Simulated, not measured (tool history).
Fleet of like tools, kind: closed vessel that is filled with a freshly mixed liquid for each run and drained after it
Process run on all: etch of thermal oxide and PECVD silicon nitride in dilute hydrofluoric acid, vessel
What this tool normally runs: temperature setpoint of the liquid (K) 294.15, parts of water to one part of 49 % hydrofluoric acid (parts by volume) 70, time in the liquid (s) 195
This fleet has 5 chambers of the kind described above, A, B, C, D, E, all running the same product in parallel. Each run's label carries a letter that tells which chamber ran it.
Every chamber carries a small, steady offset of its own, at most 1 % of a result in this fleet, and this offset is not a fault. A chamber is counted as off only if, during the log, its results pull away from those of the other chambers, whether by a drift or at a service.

run	hour	temperature setpoint of the liquid (K)	parts of water to one part of 49 % hydrofluoric acid (parts by volume)	time in the liquid (s)	hours since the thermometer was replaced	hours since the hydrofluoric acid flow meter was replaced	read-back film thickness of the thermal oxide reference wafer, read on the same gauge (nm)	read-back film thickness of the PECVD silicon nitride reference wafer, read on the same gauge (nm)	thickness taken off the thermal oxide on a monitor wafer (nm)	thickness taken off the PECVD silicon nitride on a monitor wafer (nm)
1C	7	294.15	70	195	1508.5	325.9	70.016	110.03	12.342	3.8402
2A	14.7	294.15	70	195	312.2	121.8	69.974	109.96	12.521	3.885
3D	19.3	294.15	70	195	548.5	680.2	69.993	109.98	12.394	3.9368
4E	23.5	294.15	70	195	472.5	358.6	70.027	110.02	12.49	3.8331
5B	27.2	294.15	70	195	292.7	391.4	70.02	110.02	12.26	3.8243
6A	31.4	294.15	70	195	328.9	138.5	69.977	110.01	12.308	3.8758
7B	38.1	294.15	70	195	303.6	402.3	69.997	110	12.469	3.8546
8E	45.4	294.15	70	195	494.4	380.5	70.013	110.01	12.436	3.8301
9C	51.1	294.15	70	195	1552.6	370	70.041	110	12.59	3.842
10D	59.1	294.15	70	195	588.3	720	70.023	110	12.459	3.8312
11D	63.4	294.15	70	195	592.6	724.3	70.03	109.97	12.465	3.8053
12E	69.1	296.15	85	195	518.1	404.2	70.001	110	10.87	3.6172
13B	77	296.15	85	195	342.5	441.2	69.974	110.02	10.797	3.5754
14C	82.5	296.15	85	195	1584	401.4	70.057	110	10.94	3.626
15A	89.5	296.15	85	195	387	196.6	69.985	109.98	10.894	3.6463
16D	94.5	296.15	85	195	623.7	755.4	70.004	110	10.918	3.6357
17E	102.4	294.15	70	195	551.4	437.5	69.998	109.97	12.622	3.8639
18A	109	294.15	70	195	406.5	216.1	69.979	110.03	12.418	3.907
19B	116.3	294.15	70	195	381.8	480.5	70	110.03	12.159	3.9078
20C	120.9	294.15	70	195	1622.4	439.8	69.99	109.99	12.44	3.8836
# hour 122.2: chamber D: thermometer replaced
21E	124.6	294.15	70	195	573.6	459.7	70.043	109.98	12.448	3.8306
22B	129.6	294.15	70	195	395.1	493.8	70.034	109.97	12.314	3.8721
# hour 131.5: chamber C: hydrofluoric acid flow meter replaced
23C	133.5	290.15	70	195	1635	2.1	70.048	109.99	10.58	2.9221
24D	139	290.15	70	195	16.9	799.9	70.023	110.04	10.426	2.9359
25A	143.8	290.15	70	195	441.3	250.9	70.052	110	10.382	2.8689
26A	148.8	290.15	70	195	446.3	255.9	70.04	110.02	10.372	2.9319
27C	155	290.15	70	195	1656.5	23.6	69.98	110.03	10.36	2.9215
28D	161.9	294.15	45	100	39.8	822.8	70.033	110.01	10.168	3.0087
29B	166	294.15	45	100	431.5	530.2	69.993	109.96	10.256	3.04
30E	172.2	294.15	45	100	621.2	507.3	70.008	110.01	10.214	3.0788
31A	179.7	294.15	45	100	477.2	286.8	69.931	109.98	10.068	3.062
32E	186.5	294.15	45	100	635.5	521.6	70.02	110.02	10.218	3.0343
33C	192.2	294.15	70	195	1693.7	60.8	70.008	109.98	12.34	3.887
34B	198.9	294.15	70	195	464.4	563.1	70.084	109.98	12.381	3.8458
35D	203.9	294.15	70	195	81.8	864.8	70.062	110.02	12.412	3.8709
36B	209.4	294.15	70	195	474.9	573.6	69.979	109.99	12.287	3.8339
37D	213	298.15	70	230	90.9	873.9	69.999	109.99	17.448	6.0142
38E	217.8	298.15	70	230	666.8	552.9	69.972	110.01	16.919	5.8941
39A	221.3	298.15	70	230	518.8	328.4	70.021	110	17.356	6.0417
40C	228.7	298.15	70	230	1730.2	97.3	69.964	110.01	17.192	5.9457
41E	232.5	298.15	70	230	681.5	567.6	70.006	109.99	17.247	5.9305

Is one chamber out of step, is the gauge drifting, or do the chambers differ by no more than their own small offsets? For an off chamber, give its letter and the likeliest cause.

Neither any chamber nor the gauge drifts; the chambers differ only by their own small, steady offsets.

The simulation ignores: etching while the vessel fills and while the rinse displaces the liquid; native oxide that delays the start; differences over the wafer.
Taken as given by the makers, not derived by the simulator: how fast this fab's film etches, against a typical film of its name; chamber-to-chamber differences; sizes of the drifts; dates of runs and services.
